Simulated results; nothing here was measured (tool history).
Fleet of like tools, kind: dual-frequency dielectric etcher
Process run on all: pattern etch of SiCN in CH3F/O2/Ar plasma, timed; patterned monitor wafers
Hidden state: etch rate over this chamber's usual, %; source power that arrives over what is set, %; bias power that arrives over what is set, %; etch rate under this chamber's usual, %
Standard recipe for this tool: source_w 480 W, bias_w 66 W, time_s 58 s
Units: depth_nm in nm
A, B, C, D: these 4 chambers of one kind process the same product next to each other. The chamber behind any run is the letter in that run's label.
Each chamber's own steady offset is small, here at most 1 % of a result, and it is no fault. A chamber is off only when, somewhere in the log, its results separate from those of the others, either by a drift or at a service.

run,hour,source_w,bias_w,time_s,hours since the last wet clean,hours since the last source power generator calibration,hours since the last bias power generator calibration,"read-back reference wafer on the same gauge, depth_nm",depth_nm
1D,5.0,480,66,58,327.0,2661.4,660.7,22.696,22.877
2C,13.5,480,66,58,305.4,253.8,455.8,22.695,22.919
3A,22.1,480,66,58,340.0,1045.4,1584.6,22.696,22.737
4B,31.3,480,66,58,347.8,3009.4,1151.8,22.695,22.683
5A,37.4,480,66,58,355.3,1060.7,1599.9,22.740,22.598
# hour 44.0: chamber D: wet clean of the chamber
6C,48.6,480,66,58,340.5,288.9,490.9,22.669,22.796
7D,58.3,480,66,58,14.3,2714.7,714.0,22.694,22.627
8B,68.2,480,66,58,384.7,3046.3,1188.7,22.713,22.848
# hour 74.0: chamber B: wet clean of the chamber
9A,78.0,480,66,58,395.9,1101.3,1640.5,22.690,22.458
10D,85.4,480,66,58,41.4,2741.8,741.1,22.693,22.852
11C,93.9,540,60,58,385.8,334.2,536.2,22.683,22.978
12B,99.9,540,60,58,26.0,3078.0,1220.4,22.684,23.168
13A,108.3,540,60,58,426.2,1131.6,1670.8,22.718,23.146
14B,117.0,540,60,58,43.1,3095.1,1237.5,22.721,23.247
15D,122.6,480,66,58,78.6,2779.0,778.3,22.714,22.640
16C,131.5,480,66,70,423.4,371.8,573.8,22.673,27.704
17D,137.7,480,66,70,93.7,2794.1,793.4,22.690,27.280
18A,145.5,480,66,70,463.4,1168.8,1708.0,22.696,27.320
19B,156.4,480,66,70,82.5,3134.5,1276.9,22.700,27.747
20C,161.6,480,66,58,453.5,401.9,603.9,22.711,22.951
21C,170.1,370,59,58,462.0,410.4,612.4,22.685,19.924
22D,179.7,370,59,58,135.7,2836.1,835.4,22.702,19.926
23A,186.9,370,59,58,504.8,1210.2,1749.4,22.713,19.926
24B,195.0,370,59,58,121.1,3173.1,1315.5,22.717,19.894
25D,205.2,480,66,58,161.2,2861.6,860.9,22.670,22.768
26A,215.5,480,66,58,533.4,1238.8,1778.0,22.715,22.741
27B,222.4,480,66,58,148.5,3200.5,1342.9,22.682,22.932
28C,229.2,480,66,58,521.1,469.5,671.5,22.705,22.766
# hour 230.3: chamber C: wet clean of the chamber
# hour 231.8: chamber A: wet clean of the chamber
29C,238.2,480,66,58,7.9,478.5,680.5,22.711,22.744
30A,248.6,480,66,58,16.8,1271.9,1811.1,22.697,22.457
31D,258.8,480,66,58,214.8,2915.2,914.5,22.689,22.569
32B,264.0,480,55,58,190.1,3242.1,1384.5,22.674,21.453
33B,274.0,480,55,58,200.1,3252.1,1394.5,22.705,21.473
34A,281.9,480,55,58,50.1,1305.2,1844.4,22.687,21.434
35D,289.5,480,55,58,245.5,2945.9,945.2,22.699,21.193
36C,298.5,480,66,58,68.2,538.8,740.8,22.700,22.627
37A,309.6,480,66,58,77.8,1332.9,1872.1,22.660,22.573
38B,319.0,480,66,58,245.1,3297.1,1439.5,22.684,22.694
39D,325.3,480,66,58,281.3,2981.7,981.0,22.725,22.833

What goes on in this fleet: one chamber off, a drifting gauge, or nothing beyond the chambers' own small offsets? Name the chamber and the cause, if any.

No chamber is off and the gauge is stable; the differences are just each chamber's small, constant offset.
